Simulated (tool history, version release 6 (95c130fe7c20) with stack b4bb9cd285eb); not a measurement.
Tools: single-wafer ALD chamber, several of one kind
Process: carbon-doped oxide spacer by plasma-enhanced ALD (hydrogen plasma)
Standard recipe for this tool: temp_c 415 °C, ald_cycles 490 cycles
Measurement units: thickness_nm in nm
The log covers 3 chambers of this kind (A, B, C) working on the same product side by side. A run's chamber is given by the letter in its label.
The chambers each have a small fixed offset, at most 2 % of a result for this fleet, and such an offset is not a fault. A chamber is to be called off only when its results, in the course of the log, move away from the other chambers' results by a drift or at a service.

run	day	temp_c	ald_cycles	read-back reference wafer on the same gauge, thickness_nm	thickness_nm
1C	0.208	415	490	24.99	23.276
2B	0.554	415	490	25.002	23.654
3A	0.962	415	490	24.993	23.829
4B	1.321	415	490	24.994	23.585
5C	1.779	415	490	24.982	23.29
6A	1.988	415	490	25.012	23.723
7C	2.233	415	490	25.002	23.284
8B	2.471	415	490	24.999	23.654
9A	2.796	415	490	25.008	23.866
10A	3.192	415	490	24.996	23.736
11C	3.475	415	490	24.996	23.41
12B	3.7	415	490	25	23.591
13C	4.008	415	490	25.015	23.33
14A	4.35	427	490	24.998	22.943
15B	4.775	427	490	25.006	22.743
16B	5.233	427	490	24.994	22.625
17A	5.558	415	490	24.994	23.853
18C	5.917	422	576	25.006	26.733
19A	6.233	422	576	25.009	27.37
20B	6.45	422	576	25.019	27.114
21C	6.854	415	490	24.993	23.318
22B	7.138	415	490	25.003	23.56
23A	7.35	415	490	25.011	23.907
# day 7.55: chamber C: thermocouple changed; heater temperature recalibrated
24C	7.767	415	490	25.005	22.834
25B	7.975	424	530	25.011	24.927
26C	8.292	424	530	25.002	23.983
27A	8.571	424	530	25.005	25.006
28C	8.846	420	554	25.02	25.472
29A	9.108	420	554	24.993	26.536
30B	9.371	420	554	24.991	26.228
31C	9.717	405	525	24.998	25.379
32B	10.138	405	525	24.998	26.232
33A	10.504	405	525	25.018	26.266
34A	10.946	415	490	24.995	23.799
35C	11.183	415	490	25.001	22.867
36B	11.55	406	520	24.997	25.811
37B	11.871	406	520	25.017	25.811
38A	12.212	406	520	24.997	26.03
39C	12.567	415	490	24.999	22.929
40B	12.833	415	490	25.015	23.604
41C	13.233	415	490	25.002	22.994

What goes on in this fleet: one chamber off, a drifting gauge, or nothing beyond the chambers' own small offsets? Name the chamber and the cause, if any.

Chamber C came out of a service off from its peers and stayed that way.
Cause: wafer temperature above the value expected at the setpoint (K) = 5.91.

Here are 4 candidates for chamber C's next run, each the usual settings with a change, their results left as question marks. Which one brings its results back in line with what the others give on the usual settings?
In-line tolerance around the mean of the other chambers on the usual settings: thickness_nm 0.19 nm
42C-1	13.562	426	490		?
42C-2	13.562	415	482		?
42C-3	13.562	414	506		?
42C-4	13.562	415	498		?

Mean of the other chambers on the usual settings: thickness_nm 23.716 nm
run	thickness_nm
42C-1	22.045
42C-2	22.483
42C-3	23.678
42C-4	23.229
The answer is 42C-3, which returns the chamber to within the allowed miss of the others.
